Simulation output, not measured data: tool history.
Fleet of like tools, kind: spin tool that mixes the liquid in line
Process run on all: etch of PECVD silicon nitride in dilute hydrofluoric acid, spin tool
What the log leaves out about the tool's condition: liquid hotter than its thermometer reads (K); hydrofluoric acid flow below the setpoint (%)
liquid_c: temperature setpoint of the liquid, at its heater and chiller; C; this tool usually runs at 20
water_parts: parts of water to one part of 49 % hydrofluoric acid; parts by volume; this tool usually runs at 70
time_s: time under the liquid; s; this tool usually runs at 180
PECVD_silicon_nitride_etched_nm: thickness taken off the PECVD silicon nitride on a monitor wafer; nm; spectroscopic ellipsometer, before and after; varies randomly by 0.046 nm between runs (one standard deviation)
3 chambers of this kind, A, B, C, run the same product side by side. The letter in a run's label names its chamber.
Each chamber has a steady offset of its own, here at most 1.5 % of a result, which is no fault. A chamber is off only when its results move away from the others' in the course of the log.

run,day,liquid_c,water_parts,time_s,hours since the thermometer was replaced,hours since the hydrofluoric acid flow meter was replaced,"read-back film thickness of the PECVD silicon nitride reference wafer, read on the same gauge (nm)",PECVD_silicon_nitride_etched_nm
1A,0.342,20,70,180,1482,836.8,70.024,5.6657
2B,0.933,20,70,180,1718.7,254.1,70.004,5.7593
3C,1.425,20,70,180,1324.3,360.1,70.001,5.7271
4C,1.917,20,70,180,1336.1,371.9,69.993,5.7619
5A,2.367,20,70,180,1530.6,885.4,69.974,5.5357
6B,2.775,20,70,180,1762.9,298.3,69.986,5.8029
7C,3.317,20,70,180,1369.7,405.5,70,5.6354
8A,3.767,20,70,180,1564.2,919,69.986,5.5964
9B,4.067,20,70,180,1793.9,329.3,70.021,5.7421
10A,4.421,20,70,180,1579.9,934.7,69.995,5.6406
11C,4.708,20,70,180,1403.1,438.9,69.986,5.5273
12B,5.217,20,70,180,1821.5,356.9,69.989,5.6271
13C,5.721,18,90,180,1427.4,463.2,69.979,3.7989
14A,6.004,18,90,180,1617.9,972.7,70.022,3.8687
15B,6.312,18,90,180,1847.8,383.2,70.007,3.9025
16C,6.833,20,70,180,1454.1,489.9,69.991,5.4269
17B,7.117,20,70,180,1867.1,402.5,70.009,5.6997
18A,7.392,20,70,180,1651.2,1006,70.003,5.7363
19C,7.746,21.5,70,180,1476,511.8,69.969,5.9904
20B,8.271,21.5,70,180,1894.8,430.2,70.001,6.4161
21A,8.779,21.5,70,180,1684.5,1039.3,69.996,6.3061
22A,9.188,20,70,180,1694.3,1049.1,70.022,5.6447
23C,9.483,20,70,180,1517.7,553.5,70.034,5.2779
24B,9.783,20,70,180,1931.1,466.5,69.992,5.662
25A,10.196,25,70,100,1718.5,1073.3,70.006,4.4631
26C,10.612,25,70,100,1544.8,580.6,70.014,4.0861
27B,10.942,25,70,100,1958.9,494.3,69.982,4.4278
28C,11.325,20,70,180,1561.9,597.7,69.991,5.2534
29A,11.725,20,70,180,1755.2,1110,70.004,5.6815
30B,12.038,20,70,180,1985.2,520.6,69.987,5.7466
31B,12.317,20,70,180,1991.9,527.3,69.995,5.7423
32C,12.867,20,70,180,1598.9,634.7,70.01,5.1403
33A,13.142,20,70,180,1789.2,1144,70.013,5.6618

Decide between three cases: one chamber stands off from its peers, the gauge reading all wafers drifts, or nothing is wrong past each chamber's small offset. Where a chamber is off, say which and what most likely put it there.

Chamber C drifts away from the others.
Likeliest cause: hydrofluoric acid flow below the setpoint (%) = 8.94.
The log may not tell that from: liquid colder than its thermometer reads (K).

Below are 4 candidate recipes for chamber C's next run, each the usual settings with a change, their results shown as question marks. Which of them brings C's results back in line with what the other chambers give on the usual settings?
Counts as in line when no further than this from what the other chambers average on the usual settings: PECVD_silicon_nitride_etched_nm 0.16 nm
34C-1,13.571,19.5,70,160,,,,?
34C-2,13.571,21.5,70,180,,,,?
34C-3,13.571,19.5,75,180,,,,?
34C-4,13.571,22,70,180,,,,?

The other chambers' mean on the usual settings: PECVD_silicon_nitride_etched_nm 5.7034 nm
run,PECVD_silicon_nitride_etched_nm
34C-1,4.4458
34C-2,5.7314
34C-3,4.6807
34C-4,5.9289
With 34C-2, the chamber falls back in line with the rest.
